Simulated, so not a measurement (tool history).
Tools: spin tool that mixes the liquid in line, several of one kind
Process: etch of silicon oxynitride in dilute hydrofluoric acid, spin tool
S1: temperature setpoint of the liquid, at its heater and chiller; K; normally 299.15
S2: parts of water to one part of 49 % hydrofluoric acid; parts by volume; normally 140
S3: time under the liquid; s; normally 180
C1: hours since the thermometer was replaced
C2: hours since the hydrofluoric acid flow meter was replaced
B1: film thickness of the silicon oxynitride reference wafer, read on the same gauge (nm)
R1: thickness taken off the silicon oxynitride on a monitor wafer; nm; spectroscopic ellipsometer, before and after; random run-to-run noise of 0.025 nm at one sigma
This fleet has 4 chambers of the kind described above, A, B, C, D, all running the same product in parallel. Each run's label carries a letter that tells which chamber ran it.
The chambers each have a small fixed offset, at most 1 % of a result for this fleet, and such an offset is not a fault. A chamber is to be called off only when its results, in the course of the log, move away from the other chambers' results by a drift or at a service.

run,hour,S1,S2,S3,C1,C2,B1,R1
1B,10.8,299.15,140,180,1329.8,1969.1,50.008,4.8717
2C,16.1,299.15,140,180,295.9,456.3,50.005,4.8241
3D,27.2,299.15,140,180,1372.4,312.7,50.001,4.7545
4A,36.5,299.15,140,180,207.7,324.6,50.008,4.8397
# hour 42.9: chamber B: hydrofluoric acid flow meter replaced
5A,46.5,299.15,140,180,217.7,334.6,49.991,4.8399
6B,54.1,299.15,140,180,1373.1,11.2,50.029,4.8446
7C,63.3,299.15,140,180,343.1,503.5,50.022,4.8368
8D,73,299.15,140,180,1418.2,358.5,49.992,4.7606
9A,82.2,299.15,140,180,253.4,370.3,49.997,4.824
10B,94.3,299.15,140,180,1413.3,51.4,50,4.7752
11C,100,299.15,140,180,379.8,540.2,50.011,4.8241
12D,110.3,299.15,140,180,1455.5,395.8,49.988,4.7257
13C,121.7,299.15,140,130,401.5,561.9,50.022,3.4984
14B,128.2,299.15,140,130,1447.2,85.3,49.975,3.4778
15A,134.1,299.15,140,130,305.3,422.2,50.039,3.4798
# hour 143.3: chamber B: thermometer replaced
16D,143.4,299.15,140,130,1488.6,428.9,49.984,3.4452
17A,152.2,299.15,140,180,323.4,440.3,49.982,4.8054
18C,162.1,299.15,140,180,441.9,602.3,49.991,4.9244
19D,168.8,299.15,140,180,1514,454.3,49.993,4.7707
20B,175.2,299.15,140,180,32,132.3,50.004,4.7696
21D,186.8,299.15,140,180,1532,472.3,50.027,4.775
22B,196.5,299.15,140,180,53.3,153.6,49.999,4.8584
23A,205,299.15,140,180,376.2,493.1,49.985,4.8568
24C,216.4,299.15,140,180,496.2,656.6,50.009,5.0107
# hour 223.4: chamber A: hydrofluoric acid flow meter replaced
25B,228.1,299.15,140,180,84.9,185.2,49.971,4.8201
26D,234.5,299.15,140,180,1579.7,520,50.005,4.8049
27A,244.5,299.15,140,180,415.7,21.2,50.019,4.8478
28C,253.5,299.15,140,180,533.3,693.7,49.958,4.9842
29A,265.4,299.15,140,180,436.6,42.1,50.028,4.8021
30B,274,299.15,140,180,130.8,231.1,49.997,4.8727
31D,284.8,299.15,140,180,1630,570.3,50.008,4.7626
32C,290.2,299.15,140,180,570,730.4,49.999,5.0553
33A,295.5,302.65,140,245,466.7,72.2,50.003,7.6074
34C,304,302.65,140,245,583.8,744.2,50,8.0332
35B,315,302.65,140,245,171.8,272.1,49.999,7.7157
36D,321.3,302.65,140,245,1666.5,606.8,50.01,7.5747
37C,330.6,299.15,140,180,610.4,770.8,49.992,5.1364
38B,336.6,299.15,140,180,193.4,293.7,49.971,4.8277
39D,344.4,299.15,140,180,1689.6,629.9,50.021,4.7188
40A,352.4,299.15,140,180,523.6,129.1,50.005,4.8713

Next, all 4 chambers run the settings below, one line each with question marks for the results. What does each chamber give?
41A,361,299.15,140,180,,,,?
41B,361,299.15,140,180,,,,?
41C,361,299.15,140,180,,,,?
41D,361,299.15,140,180,,,,?

run,R1
41A,4.8118
41B,4.8156
41C,5.1366
41D,4.8205
